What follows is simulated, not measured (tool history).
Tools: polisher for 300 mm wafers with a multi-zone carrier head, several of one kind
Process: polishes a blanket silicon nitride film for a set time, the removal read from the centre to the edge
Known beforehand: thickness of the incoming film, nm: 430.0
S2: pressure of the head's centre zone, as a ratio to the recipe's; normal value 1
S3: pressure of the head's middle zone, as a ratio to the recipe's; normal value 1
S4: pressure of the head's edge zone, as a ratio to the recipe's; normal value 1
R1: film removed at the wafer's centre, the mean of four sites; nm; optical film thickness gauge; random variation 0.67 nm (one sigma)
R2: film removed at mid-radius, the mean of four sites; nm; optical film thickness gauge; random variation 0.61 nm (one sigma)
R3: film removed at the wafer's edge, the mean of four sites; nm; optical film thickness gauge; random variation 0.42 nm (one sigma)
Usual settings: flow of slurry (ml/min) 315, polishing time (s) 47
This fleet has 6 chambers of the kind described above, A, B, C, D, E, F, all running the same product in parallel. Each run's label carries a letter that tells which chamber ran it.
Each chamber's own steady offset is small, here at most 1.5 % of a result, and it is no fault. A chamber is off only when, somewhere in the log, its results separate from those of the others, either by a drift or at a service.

{"hour": 9.2, "done": "chamber A: worn pad replaced by a new one"}
{"run": "1A", "hour": 13.0, "flow of slurry (ml/min)": 315, "S2": 1, "S3": 1, "S4": 1, "polishing time (s)": 47, "R1": 65.418, "R2": 65.838, "R3": 65.928}
{"run": "2F", "hour": 24.4, "flow of slurry (ml/min)": 315, "S2": 1, "S3": 1, "S4": 1, "polishing time (s)": 47, "R1": 65.247, "R2": 66.398, "R3": 66.01}
{"hour": 34.1, "done": "chamber D: edge zone pressure recalibrated"}
{"run": "3C", "hour": 37.7, "flow of slurry (ml/min)": 315, "S2": 1, "S3": 1, "S4": 1, "polishing time (s)": 47, "R1": 67.208, "R2": 66.282, "R3": 65.601}
{"run": "4B", "hour": 48.7, "flow of slurry (ml/min)": 315, "S2": 1, "S3": 1, "S4": 1, "polishing time (s)": 47, "R1": 66.333, "R2": 65.858, "R3": 66.025}
{"hour": 50.4, "done": "chamber F: worn pad replaced by a new one"}
{"run": "5E", "hour": 58.4, "flow of slurry (ml/min)": 315, "S2": 1, "S3": 1, "S4": 1.11, "polishing time (s)": 61, "R1": 87.062, "R2": 84, "R3": 90.155}
{"hour": 58.8, "done": "chamber B: slurry nozzle cleaned"}
{"hour": 62.5, "done": "chamber B: edge zone pressure recalibrated"}
{"run": "6D", "hour": 68.0, "flow of slurry (ml/min)": 315, "S2": 1, "S3": 1, "S4": 1.11, "polishing time (s)": 61, "R1": 85.247, "R2": 83.922, "R3": 91.069}
{"hour": 69.2, "done": "chamber B: worn pad replaced by a new one"}
{"hour": 70.8, "done": "chamber E: worn pad replaced by a new one"}
{"run": "7B", "hour": 74.7, "flow of slurry (ml/min)": 315, "S2": 1, "S3": 1, "S4": 1.11, "polishing time (s)": 61, "R1": 86.528, "R2": 84.961, "R3": 88.993}
{"hour": 79.9, "done": "chamber C: worn pad replaced by a new one"}
{"hour": 81.3, "done": "chamber D: slurry nozzle cleaned"}
{"hour": 82.5, "done": "chamber D: worn pad replaced by a new one"}
{"run": "8C", "hour": 85.8, "flow of slurry (ml/min)": 315, "S2": 1, "S3": 1, "S4": 1.11, "polishing time (s)": 61, "R1": 83.881, "R2": 86.766, "R3": 89.977}
{"hour": 89.0, "done": "chamber A: worn pad replaced by a new one"}
{"run": "9A", "hour": 99.3, "flow of slurry (ml/min)": 315, "S2": 1, "S3": 1, "S4": 1.11, "polishing time (s)": 61, "R1": 86.185, "R2": 86.153, "R3": 92.32}
{"hour": 102.4, "done": "chamber E: edge zone pressure recalibrated"}
{"hour": 105.6, "done": "chamber A: slurry nozzle cleaned"}
{"run": "10F", "hour": 112.4, "flow of slurry (ml/min)": 315, "S2": 1, "S3": 1, "S4": 1.11, "polishing time (s)": 61, "R1": 84.608, "R2": 85.432, "R3": 90.83}
{"run": "11E", "hour": 124.7, "flow of slurry (ml/min)": 315, "S2": 1, "S3": 1, "S4": 1, "polishing time (s)": 47, "R1": 67.094, "R2": 64.845, "R3": 66.318}
{"hour": 127.8, "done": "chamber F: worn pad replaced by a new one"}
{"run": "12D", "hour": 137.6, "flow of slurry (ml/min)": 315, "S2": 1, "S3": 1, "S4": 1, "polishing time (s)": 47, "R1": 66.027, "R2": 64.774, "R3": 65.728}
{"hour": 141.5, "done": "chamber B: worn pad replaced by a new one"}
{"run": "13C", "hour": 144.1, "flow of slurry (ml/min)": 315, "S2": 1, "S3": 1, "S4": 1, "polishing time (s)": 47, "R1": 66.952, "R2": 64.517, "R3": 65.423}
{"hour": 144.6, "done": "chamber E: worn pad replaced by a new one"}
{"hour": 151.4, "done": "chamber A: edge zone pressure recalibrated"}
{"run": "14A", "hour": 154.4, "flow of slurry (ml/min)": 315, "S2": 1, "S3": 1, "S4": 1, "polishing time (s)": 47, "R1": 67.734, "R2": 66.255, "R3": 65.783}
{"run": "15B", "hour": 163.2, "flow of slurry (ml/min)": 315, "S2": 1, "S3": 1, "S4": 1, "polishing time (s)": 47, "R1": 66.008, "R2": 65.927, "R3": 65.152}
{"hour": 165.8, "done": "chamber C: worn pad replaced by a new one"}
{"hour": 168.8, "done": "chamber C: centre zone pressure recalibrated"}
{"run": "16E", "hour": 173.6, "flow of slurry (ml/min)": 315, "S2": 1, "S3": 1, "S4": 1, "polishing time (s)": 47, "R1": 66.199, "R2": 65.613, "R3": 66.023}
{"hour": 178.0, "done": "chamber A: worn pad replaced by a new one"}
{"run": "17D", "hour": 180.4, "flow of slurry (ml/min)": 315, "S2": 1, "S3": 1, "S4": 1, "polishing time (s)": 47, "R1": 66.089, "R2": 65.043, "R3": 66.55}
{"hour": 185.0, "done": "chamber F: slurry nozzle cleaned"}
{"hour": 190.7, "done": "chamber D: centre zone pressure recalibrated"}
{"run": "18F", "hour": 191.7, "flow of slurry (ml/min)": 315, "S2": 1, "S3": 1, "S4": 1, "polishing time (s)": 47, "R1": 65.469, "R2": 66.493, "R3": 67.209}
{"hour": 198.9, "done": "chamber D: worn pad replaced by a new one"}
{"run": "19E", "hour": 204.5, "flow of slurry (ml/min)": 315, "S2": 1, "S3": 1, "S4": 1, "polishing time (s)": 47, "R1": 66.334, "R2": 64.919, "R3": 65.925}
{"hour": 207.6, "done": "chamber B: worn pad replaced by a new one"}
{"hour": 208.5, "done": "chamber F: worn pad replaced by a new one"}
{"run": "20D", "hour": 212.5, "flow of slurry (ml/min)": 315, "S2": 1, "S3": 1, "S4": 1, "polishing time (s)": 47, "R1": 64.164, "R2": 65.548, "R3": 66.453}
{"run": "21A", "hour": 220.9, "flow of slurry (ml/min)": 315, "S2": 1, "S3": 1, "S4": 1, "polishing time (s)": 47, "R1": 68.88, "R2": 65.105, "R3": 66.67}
{"hour": 226.8, "done": "chamber E: worn pad replaced by a new one"}
{"run": "22F", "hour": 232.9, "flow of slurry (ml/min)": 315, "S2": 1, "S3": 1, "S4": 1, "polishing time (s)": 47, "R1": 65.201, "R2": 65.992, "R3": 65.959}
{"run": "23B", "hour": 242.4, "flow of slurry (ml/min)": 315, "S2": 1, "S3": 1, "S4": 1, "polishing time (s)": 47, "R1": 66.346, "R2": 66.428, "R3": 65.666}
{"hour": 245.9, "done": "chamber F: centre zone pressure recalibrated"}
{"run": "24C", "hour": 254.8, "flow of slurry (ml/min)": 315, "S2": 1, "S3": 1, "S4": 1, "polishing time (s)": 47, "R1": 65.844, "R2": 64.935, "R3": 65.543}
{"hour": 255.1, "done": "chamber A: worn pad replaced by a new one"}
{"run": "25C", "hour": 263.3, "flow of slurry (ml/min)": 315, "S2": 1, "S3": 1, "S4": 1, "polishing time (s)": 47, "R1": 67.2, "R2": 65.844, "R3": 65.478}
{"hour": 264.4, "done": "chamber D: slurry nozzle cleaned"}
{"hour": 267.2, "done": "chamber C: worn pad replaced by a new one"}
{"run": "26E", "hour": 271.0, "flow of slurry (ml/min)": 315, "S2": 1, "S3": 1, "S4": 1, "polishing time (s)": 47, "R1": 66.724, "R2": 64.376, "R3": 65.931}
{"hour": 277.3, "done": "chamber F: worn pad replaced by a new one"}
{"hour": 278.0, "done": "chamber B: worn pad replaced by a new one"}
{"run": "27F", "hour": 281.5, "flow of slurry (ml/min)": 315, "S2": 1, "S3": 1, "S4": 1, "polishing time (s)": 47, "R1": 65.995, "R2": 66.662, "R3": 66.737}
{"run": "28D", "hour": 288.9, "flow of slurry (ml/min)": 315, "S2": 1, "S3": 1, "S4": 1, "polishing time (s)": 47, "R1": 65.117, "R2": 65.672, "R3": 67.068}
{"hour": 291.6, "done": "chamber D: worn pad replaced by a new one"}
{"run": "29B", "hour": 298.7, "flow of slurry (ml/min)": 315, "S2": 1, "S3": 1, "S4": 1, "polishing time (s)": 47, "R1": 66.999, "R2": 64.938, "R3": 65.69}
{"run": "30A", "hour": 306.3, "flow of slurry (ml/min)": 315, "S2": 1, "S3": 1, "S4": 1, "polishing time (s)": 47, "R1": 71.735, "R2": 65.905, "R3": 66.524}
{"hour": 312.9, "done": "chamber E: worn pad replaced by a new one"}
{"run": "31F", "hour": 316.6, "flow of slurry (ml/min)": 315, "S2": 1, "S3": 1, "S4": 1, "polishing time (s)": 47, "R1": 64.655, "R2": 66.888, "R3": 66.258}
{"run": "32A", "hour": 324.6, "flow of slurry (ml/min)": 315, "S2": 1, "S3": 1, "S4": 1, "polishing time (s)": 47, "R1": 73.297, "R2": 66.393, "R3": 65.925}
{"run": "33B", "hour": 333.5, "flow of slurry (ml/min)": 315, "S2": 1, "S3": 1, "S4": 1, "polishing time (s)": 47, "R1": 66.622, "R2": 66.227, "R3": 65.777}
{"run": "34E", "hour": 341.2, "flow of slurry (ml/min)": 240, "S2": 1, "S3": 0.92, "S4": 1, "polishing time (s)": 47, "R1": 63.736, "R2": 58.376, "R3": 64.933}
{"hour": 347.5, "done": "chamber C: edge zone pressure recalibrated"}
{"run": "35C", "hour": 349.1, "flow of slurry (ml/min)": 240, "S2": 1, "S3": 0.92, "S4": 1, "polishing time (s)": 47, "R1": 62.925, "R2": 59.199, "R3": 64.53}
{"hour": 353.6, "done": "chamber D: edge zone pressure recalibrated"}
{"hour": 357.6, "done": "chamber F: worn pad replaced by a new one"}
{"run": "36D", "hour": 358.2, "flow of slurry (ml/min)": 240, "S2": 1, "S3": 0.92, "S4": 1, "polishing time (s)": 47, "R1": 63.142, "R2": 58.15, "R3": 64.207}
{"hour": 362.7, "done": "chamber C: worn pad replaced by a new one"}
{"run": "37D", "hour": 366.5, "flow of slurry (ml/min)": 240, "S2": 1, "S3": 0.92, "S4": 1, "polishing time (s)": 47, "R1": 63.405, "R2": 58.567, "R3": 64.242}
{"run": "38C", "hour": 374.9, "flow of slurry (ml/min)": 240, "S2": 1, "S3": 0.92, "S4": 1, "polishing time (s)": 47, "R1": 64.132, "R2": 58.772, "R3": 64.284}
{"run": "39F", "hour": 386.9, "flow of slurry (ml/min)": 240, "S2": 1, "S3": 0.92, "S4": 1, "polishing time (s)": 47, "R1": 63.167, "R2": 58.627, "R3": 64.182}

Each of the 6 chambers runs these same settings next. Fill in every chamber's results:
{"run": "40A", "hour": 396.6, "flow of slurry (ml/min)": 315, "S2": 1, "S3": 1, "S4": 1, "polishing time (s)": 47, "R1": "?", "R2": "?", "R3": "?"}
{"run": "40B", "hour": 396.6, "flow of slurry (ml/min)": 315, "S2": 1, "S3": 1, "S4": 1, "polishing time (s)": 47, "R1": "?", "R2": "?", "R3": "?"}
{"run": "40C", "hour": 396.6, "flow of slurry (ml/min)": 315, "S2": 1, "S3": 1, "S4": 1, "polishing time (s)": 47, "R1": "?", "R2": "?", "R3": "?"}
{"run": "40D", "hour": 396.6, "flow of slurry (ml/min)": 315, "S2": 1, "S3": 1, "S4": 1, "polishing time (s)": 47, "R1": "?", "R2": "?", "R3": "?"}
{"run": "40E", "hour": 396.6, "flow of slurry (ml/min)": 315, "S2": 1, "S3": 1, "S4": 1, "polishing time (s)": 47, "R1": "?", "R2": "?", "R3": "?"}
{"run": "40F", "hour": 396.6, "flow of slurry (ml/min)": 315, "S2": 1, "S3": 1, "S4": 1, "polishing time (s)": 47, "R1": "?", "R2": "?", "R3": "?"}

run=40A R1=71.634 R2=64.802 R3=64.652
run=40B R1=67.795 R2=66.954 R3=65.991
run=40C R1=66.654 R2=65.534 R3=66.216
run=40D R1=65.085 R2=65.505 R3=66.013
run=40E R1=66.949 R2=64.606 R3=66.022
run=40F R1=64.506 R2=66.312 R3=66.54
